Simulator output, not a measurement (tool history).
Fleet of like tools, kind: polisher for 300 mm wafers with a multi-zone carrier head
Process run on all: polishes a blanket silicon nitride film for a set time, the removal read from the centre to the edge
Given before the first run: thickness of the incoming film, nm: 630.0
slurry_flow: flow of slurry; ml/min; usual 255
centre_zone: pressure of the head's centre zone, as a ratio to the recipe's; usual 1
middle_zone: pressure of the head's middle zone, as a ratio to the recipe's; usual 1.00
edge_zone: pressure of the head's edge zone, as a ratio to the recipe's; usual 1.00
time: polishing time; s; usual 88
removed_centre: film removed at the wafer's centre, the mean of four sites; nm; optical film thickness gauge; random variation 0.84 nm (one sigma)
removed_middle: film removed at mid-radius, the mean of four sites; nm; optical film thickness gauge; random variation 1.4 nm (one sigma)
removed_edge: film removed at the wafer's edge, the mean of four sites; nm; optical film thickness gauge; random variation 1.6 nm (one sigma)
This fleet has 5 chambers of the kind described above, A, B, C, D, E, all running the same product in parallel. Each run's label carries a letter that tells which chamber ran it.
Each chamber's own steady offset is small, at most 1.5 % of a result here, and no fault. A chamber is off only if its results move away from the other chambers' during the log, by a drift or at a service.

run,hour,slurry_flow,centre_zone,middle_zone,edge_zone,time,wafers polished on this pad,hours since the slurry nozzle was cleaned,hours since the centre zone pressure was calibrated,hours since the edge zone pressure was calibrated,removed_centre,removed_middle,removed_edge
1B,6.9,255,1,1.00,1.00,88,646,519.5,80.3,430.1,124.91,125.99,126.23
# hour 13.0: chamber B: worn pad replaced by a new one
2A,13.2,255,1,1.00,1.00,88,743,196.1,192.7,144.0,125.72,122.88,126.38
# hour 15.3: chamber C: worn pad replaced by a new one
3D,23.1,255,1,1.00,1.00,88,854,424.3,679.0,519.6,126.56,127.81,125.29
# hour 26.9: chamber E: worn pad replaced by a new one
4C,30.8,255,1,1.00,1.00,88,127,316.1,73.9,253.6,125.49,124.22,126.63
5E,38.8,255,1,1.00,1.00,88,98,187.6,810.7,158.0,123.91,128.27,123.62
# hour 39.3: chamber D: edge zone pressure recalibrated
6E,44.9,255,1,1.00,1.00,77,148,193.7,816.8,164.1,109.28,110.40,108.26
# hour 46.8: chamber A: worn pad replaced by a new one
7A,50.1,255,1,1.00,1.00,77,27,233.0,229.6,180.9,109.13,107.62,110.30
8C,59.0,255,1,1.00,1.00,77,360,344.3,102.1,281.8,110.37,109.76,109.18
# hour 62.8: chamber D: worn pad replaced by a new one
9B,68.4,255,1,1.00,1.00,77,457,581.0,141.8,491.6,110.11,109.93,106.44
10D,73.8,255,1,1.00,1.00,77,91,475.0,729.7,34.5,111.57,110.26,108.81
11B,78.4,255,1,1.00,1.00,88,539,591.0,151.8,501.6,124.20,126.85,125.50
12A,87.3,255,1,1.00,1.00,88,334,270.2,266.8,218.1,125.47,123.40,126.72
13E,97.4,255,1,1.00,1.00,88,581,246.2,869.3,216.6,126.64,126.34,123.06
# hour 99.1: chamber B: worn pad replaced by a new one
# hour 105.0: chamber B: edge zone pressure recalibrated
14C,106.9,255,1,1.00,1.00,88,755,392.2,150.0,329.7,125.83,124.82,127.12
15D,115.6,255,1,1.00,1.00,88,436,516.8,771.5,76.3,125.69,129.04,123.76
# hour 116.2: chamber A: slurry nozzle cleaned
16D,125.3,255,1,1.00,1.00,88,516,526.5,781.2,86.0,125.30,125.38,123.53
17B,134.5,255,1,1.00,1.00,88,292,647.1,207.9,29.5,125.12,124.64,123.73
18A,143.4,255,1,1.00,1.00,88,797,27.2,322.9,274.2,122.95,124.87,126.70
19E,149.7,255,1,1.00,1.00,88,1012,298.5,921.6,268.9,122.93,126.41,123.31
20C,155.9,255,1,1.00,1.00,88,1159,441.2,199.0,378.7,124.21,126.85,126.50
21E,165.0,255,1,1.00,1.00,88,1139,313.8,936.9,284.2,124.95,126.72,123.04
# hour 167.2: chamber A: worn pad replaced by a new one
22A,174.7,255,1,1.00,1.00,88,62,58.5,354.2,305.5,122.68,125.08,126.52
# hour 177.1: chamber E: worn pad replaced by a new one
23C,179.9,255,1,1.00,1.00,88,1357,465.2,223.0,402.7,125.06,124.60,125.30
# hour 182.8: chamber C: worn pad replaced by a new one
# hour 183.2: chamber E: slurry nozzle cleaned
# hour 186.2: chamber E: centre zone pressure recalibrated
24D,188.9,255,1,1.05,1.00,88,1040,590.1,844.8,149.6,126.72,130.66,126.19
# hour 190.2: chamber D: worn pad replaced by a new one
25B,196.1,255,1,1.05,1.00,88,800,708.7,269.5,91.1,124.20,130.37,125.55
# hour 199.0: chamber B: worn pad replaced by a new one
26E,202.9,255,1,1.05,1.00,88,213,19.7,16.7,322.1,125.55,132.33,120.99
27D,212.2,255,1,1.05,1.00,88,182,613.4,868.1,172.9,124.36,129.77,126.96
28C,222.1,255,1,1.05,1.00,88,324,507.4,265.2,444.9,126.10,130.19,123.39
29A,230.5,255,1,1.00,1.00,88,522,114.3,410.0,361.3,118.82,123.89,122.71
30B,236.2,255,1,1.00,1.00,88,307,748.8,309.6,131.2,124.55,124.69,123.77
31E,244.4,255,1,1.00,1.00,88,555,61.2,58.2,363.6,126.25,125.78,122.88
32C,249.6,255,1,1.09,1.05,88,551,534.9,292.7,472.4,124.98,135.05,128.31
33D,255.4,255,1,1.09,1.05,88,538,656.6,911.3,216.1,125.07,137.05,128.87
34A,263.1,255,1,1.09,1.05,88,791,146.9,442.6,393.9,118.15,137.18,129.23
# hour 265.9: chamber A: worn pad replaced by a new one
35B,272.8,255,1,1.09,1.05,88,608,785.4,346.2,167.8,125.05,135.76,129.07
36A,278.8,255,1,1.09,1.05,88,106,162.6,458.3,409.6,117.66,134.52,129.31
37E,284.6,255,1,1.00,1.00,88,887,101.4,98.4,403.8,125.87,122.98,124.86
# hour 287.9: chamber B: worn pad replaced by a new one
38B,292.2,255,1,1.00,1.00,88,35,804.8,365.6,187.2,123.46,124.86,123.58

Is one chamber out of step, is the gauge drifting, or do the chambers differ by no more than their own small offsets? For an off chamber, give its letter and the likeliest cause.

It is chamber A that slowly wanders off from its peers.
Likeliest cause: centre zone's pressure below its setpoint, % = 5.54.

Which of the 4 candidates below, each the usual settings with something changed and its results left as question marks, puts chamber A back in line with what the other chambers give on the usual settings?
Allowed miss from the other chambers' usual-settings mean, per result, to count as in line: removed_centre 2.90 nm; removed_middle 4.80 nm; removed_edge 5.60 nm
39A-1,299.8,255,1.02,1.00,0.99,88,,,,,?,?,?
39A-2,299.8,255,0.98,1.00,1.01,88,,,,,?,?,?
39A-3,299.8,250,0.95,0.99,1.03,87,,,,,?,?,?
39A-4,299.8,260,1.05,1.01,0.97,89,,,,,?,?,?

Other chambers, usual settings, mean: removed_centre 125.39 nm; removed_middle 126.11 nm; removed_edge 124.86 nm
run,removed_centre,removed_middle,removed_edge
39A-1,120.39,124.61,125.00
39A-2,115.12,124.63,126.32
39A-3,109.62,121.83,125.98
39A-4,126.07,127.44,125.28
The right change is 39A-4: it brings the chamber back within the allowed miss of the others.
